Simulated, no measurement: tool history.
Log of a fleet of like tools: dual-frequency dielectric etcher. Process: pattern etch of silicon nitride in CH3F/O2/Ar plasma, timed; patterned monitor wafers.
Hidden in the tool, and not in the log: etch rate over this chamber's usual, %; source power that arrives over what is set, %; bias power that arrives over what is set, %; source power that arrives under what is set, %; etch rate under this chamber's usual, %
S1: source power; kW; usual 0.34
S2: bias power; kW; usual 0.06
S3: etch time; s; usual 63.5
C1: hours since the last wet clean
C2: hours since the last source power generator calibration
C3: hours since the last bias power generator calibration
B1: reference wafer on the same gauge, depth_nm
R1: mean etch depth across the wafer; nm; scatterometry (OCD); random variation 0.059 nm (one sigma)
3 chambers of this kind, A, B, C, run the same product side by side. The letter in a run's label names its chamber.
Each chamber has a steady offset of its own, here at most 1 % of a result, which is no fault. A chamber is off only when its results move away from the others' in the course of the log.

run	hour	S1	S2	S3	C1	C2	C3	B1	R1
1A	6.1	0.34	0.06	63.5	353.9	217.6	138.6	40.995	39.101
2B	12.7	0.34	0.06	63.5	324.8	1733.4	1393.6	41.001	39.514
3C	20.2	0.34	0.06	63.5	96.6	2659.2	894.8	41.037	38.881
4C	28.3	0.34	0.06	63.5	104.7	2667.3	902.9	41.035	39.075
5B	32.7	0.34	0.06	63.5	344.8	1753.4	1413.6	41.028	39.583
6A	40.6	0.34	0.06	63.5	388.4	252.1	173.1	41.039	39.088
7B	47.2	0.34	0.06	63.5	359.3	1767.9	1428.1	41.054	39.795
8A	50.9	0.34	0.06	63.5	398.7	262.4	183.4	41.061	39.068
9C	56.7	0.34	0.06	63.5	133.1	2695.7	931.3	41.06	38.987
10C	61.4	0.34	0.06	63.5	137.8	2700.4	936	41.08	39.02
11B	68.1	0.34	0.06	63.5	380.2	1788.8	1449	41.085	39.667
12A	74.2	0.34	0.06	63.5	422	285.7	206.7	41.103	39.101
13C	80.5	0.34	0.06	63.5	156.9	2719.5	955.1	41.096	38.976
14B	87.1	0.34	0.06	63.5	399.2	1807.8	1468	41.121	39.7
15A	91.2	0.34	0.06	63.5	439	302.7	223.7	41.097	39.229
16C	96.3	0.34	0.06	63.5	172.7	2735.3	970.9	41.121	39.14
17A	101.5	0.34	0.06	63.5	449.3	313	234	41.12	39.232
18B	105.8	0.34	0.06	63.5	417.9	1826.5	1486.7	41.126	39.648
19B	113.1	0.34	0.06	63.5	425.2	1833.8	1494	41.13	39.716
20C	117.1	0.34	0.065	63.5	193.5	2756.1	991.7	41.147	40.133
21A	121.3	0.34	0.065	63.5	469.1	332.8	253.8	41.154	40.314
22B	129	0.34	0.065	63.5	441.1	1849.7	1509.9	41.138	40.838
23C	133.8	0.34	0.071	63.5	210.2	2772.8	1008.4	41.159	41.413
24A	141.5	0.34	0.071	63.5	489.3	353	274	41.143	41.51
25B	145.6	0.34	0.071	63.5	457.7	1866.3	1526.5	41.17	42.171
26C	149.5	0.34	0.06	63.5	225.9	2788.5	1024.1	41.165	39.055
27A	156.1	0.34	0.06	63.5	503.9	367.6	288.6	41.2	39.265
28B	163.9	0.34	0.06	63.5	476	1884.6	1544.8	41.199	39.803
29C	169.7	0.34	0.06	63.5	246.1	2808.7	1044.3	41.204	39.102
30A	176.7	0.34	0.06	63.5	524.5	388.2	309.2	41.212	39.369
31B	183.4	0.34	0.06	63.5	495.5	1904.1	1564.3	41.22	39.772
# hour 186.6: chamber C: source power generator calibrated
32C	191.2	0.34	0.067	77.5	267.6	4.6	1065.8	41.223	49.57
# hour 193.7: chamber B: wet clean of the chamber
# hour 194.2: chamber A: wet clean of the chamber
33A	195.8	0.34	0.067	77.5	1.6	407.3	328.3	41.227	49.783
34A	200.8	0.34	0.067	77.5	6.6	412.3	333.3	41.229	49.74
35B	206.4	0.34	0.06	63.5	12.8	1927.1	1587.3	41.231	39.935

What goes on in this fleet: one chamber off, a drifting gauge, or nothing beyond the chambers' own small offsets? Name the chamber and the cause, if any.

The gauge drifts, so all chambers seem to drift together. No chamber is off.
Cause: gauge reads high (%) = 0.613.
